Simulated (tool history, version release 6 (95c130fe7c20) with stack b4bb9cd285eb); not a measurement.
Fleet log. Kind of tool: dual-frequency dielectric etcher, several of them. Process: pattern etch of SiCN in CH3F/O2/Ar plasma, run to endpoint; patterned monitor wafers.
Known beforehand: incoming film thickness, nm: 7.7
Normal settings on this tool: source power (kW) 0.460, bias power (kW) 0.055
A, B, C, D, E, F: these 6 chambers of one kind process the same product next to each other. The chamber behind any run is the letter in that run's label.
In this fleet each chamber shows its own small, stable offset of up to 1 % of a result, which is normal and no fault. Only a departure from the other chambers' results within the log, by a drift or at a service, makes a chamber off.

run,hour,source power (kW),bias power (kW),hours since the last wet clean,hours since the last source power generator calibration,hours since the last bias power generator calibration,endpoint time (s)
1D,2.2,0.460,0.055,112.9,1784.0,933.7,21.296
2A,4.5,0.460,0.055,318.5,2459.2,1132.8,21.059
3C,7.6,0.460,0.055,201.9,3776.2,1304.7,21.537
4B,10.6,0.460,0.055,288.3,459.7,1306.4,21.083
5E,15.1,0.460,0.055,315.1,512.3,117.2,21.410
6F,19.5,0.400,0.050,291.0,3156.8,1359.6,23.121
7E,23.7,0.400,0.050,323.7,520.9,125.8,23.502
8B,28.2,0.400,0.050,305.9,477.3,1324.0,23.041
9F,31.8,0.400,0.050,303.3,3169.1,1371.9,23.292
10A,33.9,0.400,0.050,347.9,2488.6,1162.2,23.133
11C,36.6,0.400,0.050,230.9,3805.2,1333.7,23.435
12D,40.4,0.460,0.055,151.1,1822.2,971.9,20.949
13C,44.4,0.460,0.055,238.7,3813.0,1341.5,21.253
14B,47.8,0.460,0.055,325.5,496.9,1343.6,21.011
15E,49.9,0.460,0.055,349.9,547.1,152.0,21.612
16D,53.2,0.460,0.055,163.9,1835.0,984.7,21.230
17F,57.2,0.420,0.067,328.7,3194.5,1397.3,20.820
18A,59.8,0.420,0.067,373.8,2514.5,1188.1,20.608
19E,62.0,0.420,0.067,362.0,559.2,164.1,21.124
20B,66.0,0.420,0.067,343.7,515.1,1361.8,19.849
21C,68.1,0.420,0.067,262.4,3836.7,1365.2,20.783
22F,71.3,0.420,0.067,342.8,3208.6,1411.4,20.751
23A,75.9,0.460,0.055,389.9,2530.6,1204.2,21.575
24D,80.4,0.460,0.055,191.1,1862.2,1011.9,21.287
25E,84.9,0.460,0.055,384.9,582.1,187.0,21.375
26D,87.1,0.460,0.055,197.8,1868.9,1018.6,21.430
27C,90.3,0.460,0.055,284.6,3858.9,1387.4,21.239
28B,94.7,0.460,0.055,372.4,543.8,1390.5,20.796
29F,97.8,0.460,0.055,369.3,3235.1,1437.9,21.415
30A,100.0,0.460,0.055,414.0,2554.7,1228.3,21.399
31F,104.5,0.460,0.055,376.0,3241.8,1444.6,21.372
32A,107.0,0.460,0.055,421.0,2561.7,1235.3,21.410
33E,110.0,0.540,0.066,410.0,607.2,212.1,18.858
34B,112.4,0.540,0.066,390.1,561.5,1408.2,18.301
# hour 114.8: chamber F: wet clean of the chamber
35C,116.3,0.540,0.066,310.6,3884.9,1413.4,19.014
36D,119.8,0.540,0.066,230.5,1901.6,1051.3,19.017
37E,122.4,0.540,0.066,422.4,619.6,224.5,18.783
38B,125.9,0.540,0.066,403.6,575.0,1421.7,17.882
39F,128.1,0.460,0.055,13.4,3265.4,1468.2,21.523
40C,131.1,0.460,0.055,325.4,3899.7,1428.2,21.096
41A,133.2,0.460,0.055,447.2,2587.9,1261.5,21.072

Is one chamber out of step, is the gauge drifting, or do the chambers differ by no more than their own small offsets? For an off chamber, give its letter and the likeliest cause.

It is chamber B that slowly wanders off from its peers.
Likeliest cause: etch rate over this chamber's usual, % = 5.19.

Which of the 4 candidates below, each the usual settings with something changed and its results left as question marks, puts chamber B back in line with what the other chambers give on the usual settings?
In-line tolerance around the mean of the other chambers on the usual settings: endpoint time (s) 0.610
42B-1,136.5,0.460,0.045,,,,?
42B-2,136.5,0.460,0.065,,,,?
42B-3,136.5,0.460,0.039,,,,?
42B-4,136.5,0.610,0.055,,,,?

On the usual settings, the other chambers give on average: endpoint time (s) 21.383
run,endpoint time (s)
42B-1,21.549
42B-2,19.108
42B-3,22.509
42B-4,18.147
The answer is 42B-1, which returns the chamber to within the allowed miss of the others.
